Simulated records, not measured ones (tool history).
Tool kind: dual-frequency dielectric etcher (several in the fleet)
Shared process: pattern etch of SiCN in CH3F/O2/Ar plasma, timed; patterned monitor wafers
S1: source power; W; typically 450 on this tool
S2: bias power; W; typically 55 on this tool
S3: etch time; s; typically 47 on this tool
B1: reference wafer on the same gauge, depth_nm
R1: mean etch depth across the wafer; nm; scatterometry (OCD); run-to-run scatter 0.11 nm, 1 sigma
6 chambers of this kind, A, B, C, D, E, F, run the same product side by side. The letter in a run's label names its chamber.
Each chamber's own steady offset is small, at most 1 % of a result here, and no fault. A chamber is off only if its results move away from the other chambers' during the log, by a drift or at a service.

run   hour   S1  S2  S3      B1      R1
 1B    5.0  450  55  47  17.166  16.798
 2C   11.4  450  55  47  17.196  16.915
 3E   20.8  450  55  47  17.220  16.900
 4F   28.0  450  55  47  17.213  17.022
 5A   34.6  450  55  47  17.208  16.609
 6D   41.0  450  55  47  17.184  16.982
      41.7  -- chamber E: wet clean of the chamber
 7C   46.6  450  55  47  17.212  17.037
 8B   55.9  450  55  47  17.199  16.680
 9D   63.4  540  55  59  17.212  22.826
10E   72.6  540  55  59  17.197  22.844
11A   81.4  540  55  59  17.174  22.630
      85.2  -- chamber A: source power generator calibrated
12F   86.8  540  55  59  17.189  22.691
13A   93.3  540  55  59  17.205  22.220
     101.1  -- chamber D: wet clean of the chamber
14D  101.4  540  55  59  17.206  22.428
15C  109.7  450  55  47  17.202  17.035
16F  115.3  450  55  47  17.221  17.087
17E  119.8  450  55  47  17.224  16.778
18B  126.0  450  55  47  17.220  16.736
19F  135.0  450  55  47  17.207  16.951
20B  139.7  450  55  47  17.202  16.707
21E  145.7  450  55  47  17.179  17.140
22A  153.7  540  47  47  17.211  17.103
23C  163.0  540  47  47  17.213  17.275
24D  172.4  540  47  47  17.203  17.197
25D  179.2  540  47  47  17.234  17.537
26E  185.2  540  47  47  17.174  17.112
27F  192.9  540  47  47  17.173  17.291
     196.4  -- chamber F: wet clean of the chamber
28A  201.7  450  55  47  17.188  16.669
29C  207.5  450  55  47  17.201  16.838
     211.0  -- chamber E: source power generator calibrated
30B  216.2  450  55  47  17.184  16.656
31E  222.5  450  55  47  17.184  16.964
32B  229.7  450  55  47  17.218  16.798
33D  234.2  450  55  47  17.193  16.985
34A  243.2  450  55  47  17.219  16.712
35C  247.9  450  55  47  17.200  16.758
36F  257.2  450  55  47  17.189  16.798
37C  266.2  450  55  47  17.180  17.005

All 6 chambers run these settings next. Forecast each chamber's results:
38A  273.2  360  55  47       ?
38B  273.2  360  55  47       ?
38C  273.2  360  55  47       ?
38D  273.2  360  55  47       ?
38E  273.2  360  55  47       ?
38F  273.2  360  55  47       ?

run      R1
38A  15.260
38B  15.210
38C  15.509
38D  15.694
38E  15.677
38F  15.594

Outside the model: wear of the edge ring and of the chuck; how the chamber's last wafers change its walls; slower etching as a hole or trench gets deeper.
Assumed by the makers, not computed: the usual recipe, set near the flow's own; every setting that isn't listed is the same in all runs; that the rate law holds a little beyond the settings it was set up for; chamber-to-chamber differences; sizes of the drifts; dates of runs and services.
